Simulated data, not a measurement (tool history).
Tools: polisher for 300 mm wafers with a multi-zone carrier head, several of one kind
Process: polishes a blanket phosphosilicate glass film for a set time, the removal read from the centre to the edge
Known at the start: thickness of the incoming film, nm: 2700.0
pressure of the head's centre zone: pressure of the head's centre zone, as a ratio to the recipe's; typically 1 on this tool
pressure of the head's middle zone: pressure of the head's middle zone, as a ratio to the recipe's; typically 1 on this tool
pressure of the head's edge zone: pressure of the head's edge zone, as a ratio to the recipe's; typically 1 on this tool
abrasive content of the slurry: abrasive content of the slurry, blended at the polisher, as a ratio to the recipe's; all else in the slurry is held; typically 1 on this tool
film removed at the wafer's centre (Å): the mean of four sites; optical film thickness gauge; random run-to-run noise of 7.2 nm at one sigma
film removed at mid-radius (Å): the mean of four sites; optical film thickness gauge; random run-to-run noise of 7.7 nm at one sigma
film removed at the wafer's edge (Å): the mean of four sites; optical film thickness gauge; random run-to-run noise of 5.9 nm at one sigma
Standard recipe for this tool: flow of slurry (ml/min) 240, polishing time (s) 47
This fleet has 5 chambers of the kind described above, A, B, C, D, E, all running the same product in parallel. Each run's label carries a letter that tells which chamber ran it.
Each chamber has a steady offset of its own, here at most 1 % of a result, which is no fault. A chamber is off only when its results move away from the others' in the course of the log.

run,hour,flow of slurry (ml/min),pressure of the head's centre zone,pressure of the head's middle zone,pressure of the head's edge zone,abrasive content of the slurry,polishing time (s),wafers polished on this pad,hours since the slurry nozzle was cleaned,hours since the centre zone pressure was calibrated,hours since the edge zone pressure was calibrated,film removed at the wafer's centre (Å),film removed at mid-radius (Å),film removed at the wafer's edge (Å)
# hour 1.9: chamber A: worn pad replaced by a new one
1C,8.1,240,1,1,1,1,47,80,246.5,732.5,617.3,5337.1,5356.2,5308.2
2D,15.6,240,1,1,1,1,47,1038,259.7,479.7,472.9,5330.4,5279.4,5342.4
3E,28.4,240,1,1,1,1,47,1439,300.3,224.1,484.1,5298.8,5466.3,5264.1
# hour 30.2: chamber E: worn pad replaced by a new one
4A,36.6,240,1,1,1,1,47,338,606.8,537.1,509.4,5333.8,5370.6,5385.9
5B,46.2,240,1,1,1,1,47,605,557.2,895.4,693.8,5368,5306.6,5255.1
6A,55.3,240,1,1,1,1,47,520,625.5,555.8,528.1,5302.7,5265.5,5380.4
7D,61.3,240,1,1,1,1,47,1483,305.4,525.4,518.6,5298.2,5240.9,5301.1
# hour 63.5: chamber B: slurry nozzle cleaned
# hour 68.8: chamber D: worn pad replaced by a new one
# hour 69.9: chamber B: worn pad replaced by a new one
8B,72.1,240,1,1,1,1,47,22,8.7,921.3,719.7,5416.3,5302.1,5349.4
9E,83.5,240,1,1,1,1,47,520,355.4,279.2,539.2,5329,5362.9,5330.9
10C,93.4,240,1,1,1,1,47,912,331.8,817.8,702.6,5432,5425.1,5364.9
11B,101.3,240,1,1.05,1,1,47,306,37.9,950.5,748.9,5430,5620,5244.4
# hour 109.4: chamber C: slurry nozzle cleaned
# hour 111.2: chamber C: worn pad replaced by a new one
12C,113.8,240,1,1.05,1,1,47,26,4.4,838.2,723,5315.6,5656.2,5390.1
13E,123.5,240,1,1.05,1,1,47,910,395.4,319.2,579.2,5337.4,5587.4,5321.7
# hour 131.3: chamber A: slurry nozzle cleaned
# hour 132.8: chamber A: worn pad replaced by a new one
14A,136.9,240,1,1.05,1,1,47,40,5.6,637.4,609.7,5299.8,5556.6,5351.2
# hour 137.9: chamber E: slurry nozzle cleaned
# hour 143.2: chamber B: edge zone pressure recalibrated
15D,146,240,1,1.05,1,1,47,752,390.1,610.1,603.3,5175.8,5563,5340.6
# hour 154.9: chamber C: edge zone pressure recalibrated
# hour 157.8: chamber B: worn pad replaced by a new one
16A,159.1,240,1,1,1,1,47,256,27.8,659.6,631.9,5420,5297.3,5198.7
# hour 172: chamber E: worn pad replaced by a new one
17D,172.1,240,1,1,1,1,47,1007,416.2,636.2,629.4,5291.6,5255.2,5385.8
18E,181,240,1,1,1,1,47,88,43.1,376.7,636.7,5256.3,5352.2,5286.2
19C,187.6,240,1,1,1,1,47,745,78.2,912,32.7,5290.1,5571.4,5286.1
# hour 191.6: chamber A: centre zone pressure recalibrated
20B,199.4,240,1,1,1,1,47,406,136,1048.6,56.2,5456.2,5431.3,5334.5
# hour 210.2: chamber C: centre zone pressure recalibrated
21A,211.3,240,1,1,1,1,47,765,80,19.7,684.1,5295.3,5399.8,5321.2
22E,218.7,200,1,1,1,1.15,47,455,80.8,414.4,674.4,5491.5,5759.4,5443.3
# hour 230.1: chamber C: worn pad replaced by a new one
23C,230.2,200,1,1,1,1.15,47,1,120.8,20,75.3,5530.2,5743.1,5559.2
# hour 235.9: chamber D: worn pad replaced by a new one
24D,237.1,200,1,1,1,1.15,47,11,481.2,701.2,694.4,5515.7,5709.4,5604.2
# hour 240.3: chamber B: centre zone pressure recalibrated
# hour 246.1: chamber B: worn pad replaced by a new one
25B,249.9,200,1,1,1,1.15,47,37,186.5,9.6,106.7,5447.3,5447.7,5614.9
# hour 258.1: chamber A: edge zone pressure recalibrated
26D,260.6,200,1,1,1,1.15,47,240,504.7,724.7,717.9,5409.1,5540.5,5584.3
# hour 264.4: chamber A: worn pad replaced by a new one
27A,270.4,240,1,1,1,1,47,58,139.1,78.8,12.4,5352.3,5243.7,5390.2
28B,277.6,240,1,1,1,1,47,307,214.2,37.3,134.4,5349.2,5409.3,5257.1
29C,286.6,240,1,1,1,1,47,550,177.2,76.4,131.7,5306.2,5466.6,5304.1
30E,293.8,240,1,1,1,1,47,1187,155.9,489.5,749.5,5343.8,5396.1,5388.1
31D,301.7,240,1,1,1,1,47,641,545.8,765.8,759,5261.5,5302.8,5414.6
# hour 303.8: chamber E: worn pad replaced by a new one
32E,310.9,240,1,1,1,1,47,69,173,506.6,766.6,5300.5,5365.6,5409.6
# hour 313: chamber D: slurry nozzle cleaned
33B,322.4,240,1,1,1,1,47,744,259,82.1,179.2,5430,5216.8,5338.1
34C,331.9,240,1,1,1,1,47,992,222.5,121.7,177,5378.6,5326.7,5284.7
# hour 342.4: chamber B: worn pad replaced by a new one
35A,344.5,240,1,1,1,1,47,781,213.2,152.9,86.5,5326.6,5295.4,5489.2
# hour 347.3: chamber C: worn pad replaced by a new one
36E,354.3,240,1,1,1,1,47,493,216.4,550,810,5324.6,5304.6,5386.7
37C,360.2,240,1,1,1,1,47,126,250.8,150,205.3,5389.7,5217.9,5262.4
38A,366.6,240,1,1,0.92,1,39,996,235.3,175,108.6,4391.3,4318,4307.7
39D,373.8,240,1,1,0.92,1,39,1344,60.9,837.9,831.1,4400.7,4454.9,4281.8
40B,384.9,240,1,1,0.92,1,39,415,321.5,144.6,241.7,4511.5,4400,4314.3
41C,393,240,1,1,0.92,1,39,446,283.6,182.8,238.1,4372.1,4540.6,4211.2

Is one chamber off against the others, does the gauge drift, or is nothing wrong? If a chamber is off, say which, and what the likeliest cause is.

No chamber stands off beyond its own small offset, and the gauge holds steady.
